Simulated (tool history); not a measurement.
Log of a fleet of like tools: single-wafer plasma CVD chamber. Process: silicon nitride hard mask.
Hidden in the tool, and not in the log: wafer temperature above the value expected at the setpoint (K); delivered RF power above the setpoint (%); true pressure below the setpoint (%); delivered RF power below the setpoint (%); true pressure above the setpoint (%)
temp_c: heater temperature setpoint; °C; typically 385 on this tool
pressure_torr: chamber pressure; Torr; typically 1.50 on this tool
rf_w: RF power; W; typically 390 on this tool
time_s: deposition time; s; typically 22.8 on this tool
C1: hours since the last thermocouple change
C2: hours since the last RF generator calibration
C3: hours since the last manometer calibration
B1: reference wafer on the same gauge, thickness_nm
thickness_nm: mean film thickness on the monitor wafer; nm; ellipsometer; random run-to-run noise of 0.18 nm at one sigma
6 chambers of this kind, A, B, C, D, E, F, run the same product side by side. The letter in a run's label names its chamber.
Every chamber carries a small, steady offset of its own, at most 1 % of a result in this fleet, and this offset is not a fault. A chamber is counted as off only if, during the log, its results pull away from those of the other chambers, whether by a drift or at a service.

-- hour=8.4 chamber D: RF generator calibrated
run 1C hour=14.7 | temp_c=385 pressure_torr=1.50 rf_w=390 time_s=22.8 | C1=1117.0 C2=213.9 C3=818.9 | B1=30.594 | thickness_nm=30.914
run 2E hour=29.4 | temp_c=385 pressure_torr=1.50 rf_w=390 time_s=22.8 | C1=1803.8 C2=1888.8 C3=399.8 | B1=30.561 | thickness_nm=30.880
run 3D hour=42.4 | temp_c=385 pressure_torr=1.50 rf_w=390 time_s=22.8 | C1=1407.0 C2=34.0 C3=2401.0 | B1=30.575 | thickness_nm=30.532
run 4A hour=51.4 | temp_c=385 pressure_torr=1.50 rf_w=390 time_s=22.8 | C1=2234.2 C2=406.4 C3=861.9 | B1=30.575 | thickness_nm=30.459
run 5F hour=66.0 | temp_c=385 pressure_torr=1.50 rf_w=390 time_s=22.8 | C1=1185.7 C2=156.9 C3=409.0 | B1=30.597 | thickness_nm=30.965
-- hour=72.5 chamber E: RF generator calibrated
-- hour=75.2 chamber E: thermocouple changed; heater temperature recalibrated
run 6B hour=77.0 | temp_c=385 pressure_torr=1.50 rf_w=390 time_s=22.8 | C1=1540.7 C2=1283.7 C3=2469.7 | B1=30.579 | thickness_nm=30.513
run 7F hour=84.6 | temp_c=385 pressure_torr=1.50 rf_w=390 time_s=22.8 | C1=1204.3 C2=175.5 C3=427.6 | B1=30.570 | thickness_nm=30.654
run 8B hour=95.4 | temp_c=385 pressure_torr=1.50 rf_w=390 time_s=22.8 | C1=1559.1 C2=1302.1 C3=2488.1 | B1=30.566 | thickness_nm=30.446
run 9A hour=106.7 | temp_c=385 pressure_torr=1.50 rf_w=340 time_s=22.8 | C1=2289.5 C2=461.7 C3=917.2 | B1=30.580 | thickness_nm=28.073
-- hour=121.4 chamber C: thermocouple changed; heater temperature recalibrated
run 10C hour=121.8 | temp_c=385 pressure_torr=1.50 rf_w=340 time_s=22.8 | C1=0.5 C2=321.0 C3=926.0 | B1=30.540 | thickness_nm=28.076
run 11D hour=134.1 | temp_c=385 pressure_torr=1.50 rf_w=340 time_s=22.8 | C1=1498.7 C2=125.7 C3=2492.7 | B1=30.525 | thickness_nm=28.083
run 12E hour=140.7 | temp_c=385 pressure_torr=1.50 rf_w=340 time_s=22.8 | C1=65.6 C2=68.3 C3=511.1 | B1=30.575 | thickness_nm=28.528
run 13F hour=149.5 | temp_c=385 pressure_torr=1.50 rf_w=340 time_s=22.8 | C1=1269.2 C2=240.4 C3=492.5 | B1=30.628 | thickness_nm=28.045
run 14E hour=162.1 | temp_c=385 pressure_torr=1.50 rf_w=340 time_s=22.8 | C1=87.0 C2=89.7 C3=532.5 | B1=30.565 | thickness_nm=28.260
-- hour=171.0 chamber B: capacitance manometer re-zeroed and calibrated
run 15A hour=172.0 | temp_c=385 pressure_torr=1.32 rf_w=390 time_s=22.8 | C1=2354.8 C2=527.0 C3=982.5 | B1=30.663 | thickness_nm=29.577
run 16B hour=180.0 | temp_c=385 pressure_torr=1.32 rf_w=390 time_s=22.8 | C1=1643.7 C2=1386.7 C3=9.0 | B1=30.573 | thickness_nm=29.104
run 17D hour=188.1 | temp_c=385 pressure_torr=1.32 rf_w=390 time_s=22.8 | C1=1552.7 C2=179.7 C3=2546.7 | B1=30.582 | thickness_nm=29.362
run 18C hour=200.3 | temp_c=385 pressure_torr=1.32 rf_w=390 time_s=22.8 | C1=79.0 C2=399.5 C3=1004.5 | B1=30.620 | thickness_nm=29.732
run 19C hour=215.1 | temp_c=385 pressure_torr=1.32 rf_w=390 time_s=22.8 | C1=93.8 C2=414.3 C3=1019.3 | B1=30.608 | thickness_nm=29.632
run 20B hour=224.6 | temp_c=385 pressure_torr=1.32 rf_w=390 time_s=22.8 | C1=1688.3 C2=1431.3 C3=53.6 | B1=30.617 | thickness_nm=29.239
run 21D hour=238.2 | temp_c=385 pressure_torr=1.50 rf_w=390 time_s=22.8 | C1=1602.8 C2=229.8 C3=2596.8 | B1=30.621 | thickness_nm=30.762
-- hour=239.5 chamber D: capacitance manometer re-zeroed and calibrated
run 22F hour=245.4 | temp_c=385 pressure_torr=1.50 rf_w=390 time_s=22.8 | C1=1365.1 C2=336.3 C3=588.4 | B1=30.556 | thickness_nm=30.508
run 23A hour=256.5 | temp_c=385 pressure_torr=1.50 rf_w=390 time_s=22.8 | C1=2439.3 C2=611.5 C3=1067.0 | B1=30.574 | thickness_nm=30.349
run 24E hour=264.7 | temp_c=385 pressure_torr=1.50 rf_w=390 time_s=22.8 | C1=189.6 C2=192.3 C3=635.1 | B1=30.624 | thickness_nm=31.103
run 25E hour=279.6 | temp_c=385 pressure_torr=1.50 rf_w=390 time_s=22.8 | C1=204.5 C2=207.2 C3=650.0 | B1=30.626 | thickness_nm=30.885
run 26B hour=288.1 | temp_c=385 pressure_torr=1.31 rf_w=390 time_s=24.2 | C1=1751.8 C2=1494.8 C3=117.1 | B1=30.614 | thickness_nm=30.879
run 27C hour=296.5 | temp_c=385 pressure_torr=1.31 rf_w=390 time_s=24.2 | C1=175.2 C2=495.7 C3=1100.7 | B1=30.572 | thickness_nm=30.790
-- hour=296.8 chamber A: thermocouple changed; heater temperature recalibrated
-- hour=307.1 chamber B: thermocouple changed; heater temperature recalibrated
run 28D hour=308.5 | temp_c=385 pressure_torr=1.31 rf_w=390 time_s=24.2 | C1=1673.1 C2=300.1 C3=69.0 | B1=30.628 | thickness_nm=30.987
run 29F hour=316.0 | temp_c=385 pressure_torr=1.31 rf_w=390 time_s=24.2 | C1=1435.7 C2=406.9 C3=659.0 | B1=30.558 | thickness_nm=31.284
run 30A hour=323.2 | temp_c=385 pressure_torr=1.31 rf_w=390 time_s=24.2 | C1=26.4 C2=678.2 C3=1133.7 | B1=30.589 | thickness_nm=31.162
run 31D hour=330.3 | temp_c=385 pressure_torr=1.31 rf_w=390 time_s=24.2 | C1=1694.9 C2=321.9 C3=90.8 | B1=30.626 | thickness_nm=31.181
run 32C hour=338.8 | temp_c=385 pressure_torr=1.73 rf_w=320 time_s=22.8 | C1=217.5 C2=538.0 C3=1143.0 | B1=30.589 | thickness_nm=28.362
run 33F hour=350.1 | temp_c=385 pressure_torr=1.73 rf_w=320 time_s=22.8 | C1=1469.8 C2=441.0 C3=693.1 | B1=30.621 | thickness_nm=28.221
run 34A hour=357.2 | temp_c=385 pressure_torr=1.73 rf_w=320 time_s=22.8 | C1=60.4 C2=712.2 C3=1167.7 | B1=30.565 | thickness_nm=28.181
run 35B hour=369.3 | temp_c=385 pressure_torr=1.73 rf_w=320 time_s=22.8 | C1=62.2 C2=1576.0 C3=198.3 | B1=30.616 | thickness_nm=27.905
run 36E hour=378.6 | temp_c=385 pressure_torr=1.73 rf_w=320 time_s=22.8 | C1=303.5 C2=306.2 C3=749.0 | B1=30.561 | thickness_nm=28.535
run 37B hour=386.6 | temp_c=385 pressure_torr=1.73 rf_w=320 time_s=22.8 | C1=79.5 C2=1593.3 C3=215.6 | B1=30.560 | thickness_nm=27.890
run 38E hour=394.1 | temp_c=385 pressure_torr=1.50 rf_w=390 time_s=22.8 | C1=319.0 C2=321.7 C3=764.5 | B1=30.584 | thickness_nm=31.116
run 39D hour=409.1 | temp_c=385 pressure_torr=1.50 rf_w=390 time_s=22.8 | C1=1773.7 C2=400.7 C3=169.6 | B1=30.611 | thickness_nm=30.834
run 40A hour=420.1 | temp_c=385 pressure_torr=1.50 rf_w=390 time_s=22.8 | C1=123.3 C2=775.1 C3=1230.6 | B1=30.571 | thickness_nm=30.505
run 41F hour=431.2 | temp_c=385 pressure_torr=1.50 rf_w=390 time_s=22.8 | C1=1550.9 C2=522.1 C3=774.2 | B1=30.599 | thickness_nm=30.671
run 42C hour=438.5 | temp_c=385 pressure_torr=1.50 rf_w=390 time_s=22.8 | C1=317.2 C2=637.7 C3=1242.7 | B1=30.636 | thickness_nm=30.629

Read the log: is a single chamber off, either drifting away or since a service, is the gauge that measures every chamber drifting, or is nothing wrong beyond small per-chamber offsets? Name any odd chamber and what most likely caused it.

Neither any chamber nor the gauge drifts; the chambers differ only by their own small, steady offsets.
